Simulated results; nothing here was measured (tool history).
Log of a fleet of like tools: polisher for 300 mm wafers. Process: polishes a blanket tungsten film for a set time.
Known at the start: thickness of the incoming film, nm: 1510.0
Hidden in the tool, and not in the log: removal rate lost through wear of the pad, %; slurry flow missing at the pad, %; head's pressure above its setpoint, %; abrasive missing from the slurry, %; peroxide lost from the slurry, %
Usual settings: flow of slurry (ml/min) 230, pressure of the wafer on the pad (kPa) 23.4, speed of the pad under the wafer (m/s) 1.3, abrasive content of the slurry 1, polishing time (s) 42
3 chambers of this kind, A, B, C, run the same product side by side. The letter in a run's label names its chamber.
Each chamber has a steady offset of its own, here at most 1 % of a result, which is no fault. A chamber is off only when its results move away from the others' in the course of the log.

run   hour  flow of slurry (ml/min)  pressure of the wafer on the pad (kPa)  speed of the pad under the wafer (m/s)  abrasive content of the slurry  polishing time (s)  wafers polished on this pad  hours since the slurry nozzle was cleaned  hours since the head pressure was calibrated  hours since the slurry blender was calibrated  hours since the slurry got fresh peroxide  film removed (Å)
 1C    5.5                      230                                    23.4                                     1.3                               1                  42                          325                                      594.2                                         241.6                                          289.5                                         29            2010.2
 2B   11.8                      230                                    23.4                                     1.3                               1                  42                         1130                                        135                                         338.6                                            106                                       21.5            1905.5
        12  -- chamber B: worn pad replaced by a new one
 3A   15.5                      230                                    23.4                                     1.3                               1                  42                          546                                      494.6                                         232.3                                          196.1                                       33.5              2045
 4A   22.2                      230                                    23.4                                     1.3                               1                  42                          635                                      501.3                                           239                                          202.8                                       40.2            2044.8
      22.7  -- chamber A: worn pad replaced by a new one
 5B   29.1                      230                                    23.4                                     1.3                               1                  42                          230                                      152.3                                         355.9                                          123.3                                       38.8            2052.7
 6C   34.8                      230                                    23.4                                     1.3                               1                  42                          718                                      623.5                                         270.9                                          318.8                                       58.3            2011.3
 7A   41.7                      230                                    23.4                                     1.3                               1                  42                          254                                      520.8                                         258.5                                          222.3                                       59.7            2010.5
      46.8  -- chamber B: slurry tank refilled with fresh slurry and peroxide
 8B   47.3                      230                                    23.4                                     1.3                               1                  42                          473                                      170.5                                         374.1                                          141.5                                        0.5            1992.6
      52.3  -- chamber A: slurry tank refilled with fresh slurry and peroxide
 9C   55.3                      230                                    23.4                                     1.3                               1                  42                          992                                        644                                         291.4                                          339.3                                       78.8            1965.7
10B   60.2                      230                                    23.4                                     1.3                               1                  42                          646                                      183.4                                           387                                          154.4                                       13.4            2006.8
11A   65.9                      230                                    23.4                                    1.54                               1                  42                          579                                        545                                         282.7                                          246.5                                       13.6            2400.1
12C   72.4                      230                                    23.4                                    1.54                               1                  42                         1222                                      661.1                                         308.5                                          356.4                                       95.9            2416.5
13B   76.7                      230                                    23.4                                    1.54                               1                  42                          867                                      199.9                                         403.5                                          170.9                                       29.9            2345.9
      80.6  -- chamber A: worn pad replaced by a new one
14A   81.2                      230                                    23.4                                     1.3                               1                  42                            8                                      560.3                                           298                                          261.8                                       28.9            2046.9
      82.4  -- chamber C: slurry blender recalibrated
15C   87.7                      230                                    23.4                                     1.3                               1                  42                         1427                                      676.4                                         323.8                                            5.3                                      111.2            2002.5
      87.9  -- chamber C: worn pad replaced by a new one
16B     95                      230                                    23.4                                    1.52                               1                  31                         1113                                      218.2                                         421.8                                          189.2                                       48.2            1717.4
        99  -- chamber B: worn pad replaced by a new one
17C  102.6                      230                                    23.4                                    1.52                               1                  31                          197                                      691.3                                         338.7                                           20.2                                      126.1            1721.9
18A  109.2                      230                                    23.4                                    1.52                               1                  31                          383                                      588.3                                           326                                          289.8                                       56.9            1782.3
     111.4  -- chamber B: slurry tank refilled with fresh slurry and peroxide
19C  113.7                      195                                    23.4                                     1.3                             0.8                  42                          345                                      702.4                                         349.8                                           31.3                                      137.2              1859
20B  117.4                      195                                    23.4                                     1.3                             0.8                  42                          246                                      240.6                                         444.2                                          211.6                                        6.1              1902
21A  121.5                      195                                    23.4                                     1.3                             0.8                  42                          548                                      600.6                                         338.3                                          302.1                                       69.2            1899.1
       125  -- chamber A: slurry tank refilled with fresh slurry and peroxide
22C  128.4                      230                                    23.4                                     1.3                               1                  42                          542                                      717.1                                         364.5                                             46                                      151.9            1954.7
     129.4  -- chamber A: slurry blender recalibrated
23B  135.2                      170                                    23.4                                     1.3                               1                  42                          485                                      258.4                                           462                                          229.4                                       23.9            1916.7
     138.9  -- chamber A: worn pad replaced by a new one
24A  139.5                      170                                    23.4                                     1.3                               1                  42                            8                                      618.6                                         356.3                                           10.1                                       14.5            1914.4
     143.1  -- chamber B: slurry nozzle cleaned
25A  146.5                      170                                    23.4                                     1.3                               1                  42                          102                                      625.6                                         363.3                                           17.1                                       21.5            1958.9
26C  153.5                      155                                    23.4                                     1.3                             0.9                  42                          879                                      742.2                                         389.6                                           71.1                                        177              1807
27B  159.5                      155                                    23.4                                     1.3                             0.9                  42                          811                                       16.4                                         486.3                                          253.7                                       48.2            1845.8
28C  163.4                      155                                    23.4                                     1.3                             0.9                  42                         1011                                      752.1                                         399.5                                             81                                      186.9            1790.9
     167.7  -- chamber B: slurry tank refilled with fresh slurry and peroxide
29A  169.7                      230                                    23.4                                     1.3                               1                  42                          413                                      648.8                                         386.5                                           40.3                                       44.7            2021.5
30B  175.8                      230                                    23.4                                     1.3                               1                  42                         1029                                       32.7                                         502.6                                            270                                        8.2            1999.2
     178.3  -- chamber C: worn pad replaced by a new one
31A  180.4                      230                                    23.4                                     1.3                               1                  42                          556                                      659.5                                         397.2                                             51                                       55.4            2023.2
     184.4  -- chamber C: slurry nozzle cleaned
32B  185.4                      230                                    23.4                                     1.3                               1                  42                         1158                                       42.3                                         512.2                                          279.6                                       17.8            1973.8
     191.4  -- chamber A: slurry tank refilled with fresh slurry and peroxide
     192.4  -- chamber A: worn pad replaced by a new one
33C  192.9                      230                                    23.4                                     1.3                               1                  42                          196                                        8.5                                           429                                          110.5                                      216.4            1951.5
     195.7  -- chamber B: worn pad replaced by a new one
34C  199.1                      230                                    23.4                                     1.3                               1                  42                          279                                       14.7                                         435.2                                          116.7                                      222.6            1854.7
35A  203.8                      230                                    23.4                                     1.3                               1                  42                          153                                      682.9                                         420.6                                           74.4                                       12.5            2062.7
36B  208.8                      230                                    23.4                                     1.3                               1                  42                          175                                       65.7                                         535.6                                            303                                       41.2            2010.9
37B  214.1                      230                                    23.4                                     1.3                               1                  42                          246                                         71                                         540.9                                          308.3                                       46.5            2028.3
38C  218.2                      230                                    23.4                                     1.3                               1                  42                          535                                       33.8                                         454.3                                          135.8                                      241.7            1839.6
39A  224.1                      230                                    23.4                                     1.3                               1                  42                          425                                      703.2                                         440.9                                           94.7                                       32.8            2020.4
40A  227.9                      230                                    23.4                                     1.3                               1                  42                          476                                        707                                         444.7                                           98.5                                       36.6            2036.3
     233.9  -- chamber B: slurry tank refilled with fresh slurry and peroxide
41B  235.9                      230                                    23.4                                     1.3                               1                  42                          539                                       92.8                                         562.7                                          330.1                                        2.1            1995.5
42C  242.2                      230                                    23.4                                     1.3                               1                  42                          857                                       57.8                                         478.3                                          159.8                                      265.7            1828.7

Is one chamber off against the others, does the gauge drift, or is nothing wrong? If a chamber is off, say which, and what the likeliest cause is.

Chamber C drifts away from the others.
Cause: peroxide lost from the slurry, % = 23.1.
The log may not tell that from: head's pressure below its setpoint, %.

Here are 4 candidates for chamber C's next run, each the usual settings with a change, their results left as question marks. Which one brings its results back in line with what the others give on the usual settings?
In line means no further than this from the other chambers' mean on the usual settings: film removed (Å) 100
43C-1   248                      230                                    23.4                                    1.08                            0.95                  42                                                                                                                                                                                                                                 ?
43C-2   248                      230                                    23.4                                    1.42                               1                  42                                                                                                                                                                                                                                 ?
43C-3   248                      230                                    23.4                                    1.18                               1                  42                                                                                                                                                                                                                                 ?
43C-4   248                      235                                    23.4                                     1.3                            1.05                  49                                                                                                                                                                                                                                 ?

The other chambers' mean on the usual settings: film removed (Å) 2012.4
  run  film removed (Å)
43C-1            1498.7
43C-2            1998.6
43C-3            1658.6
43C-4            2163.4
43C-2 brings the chamber back in line.
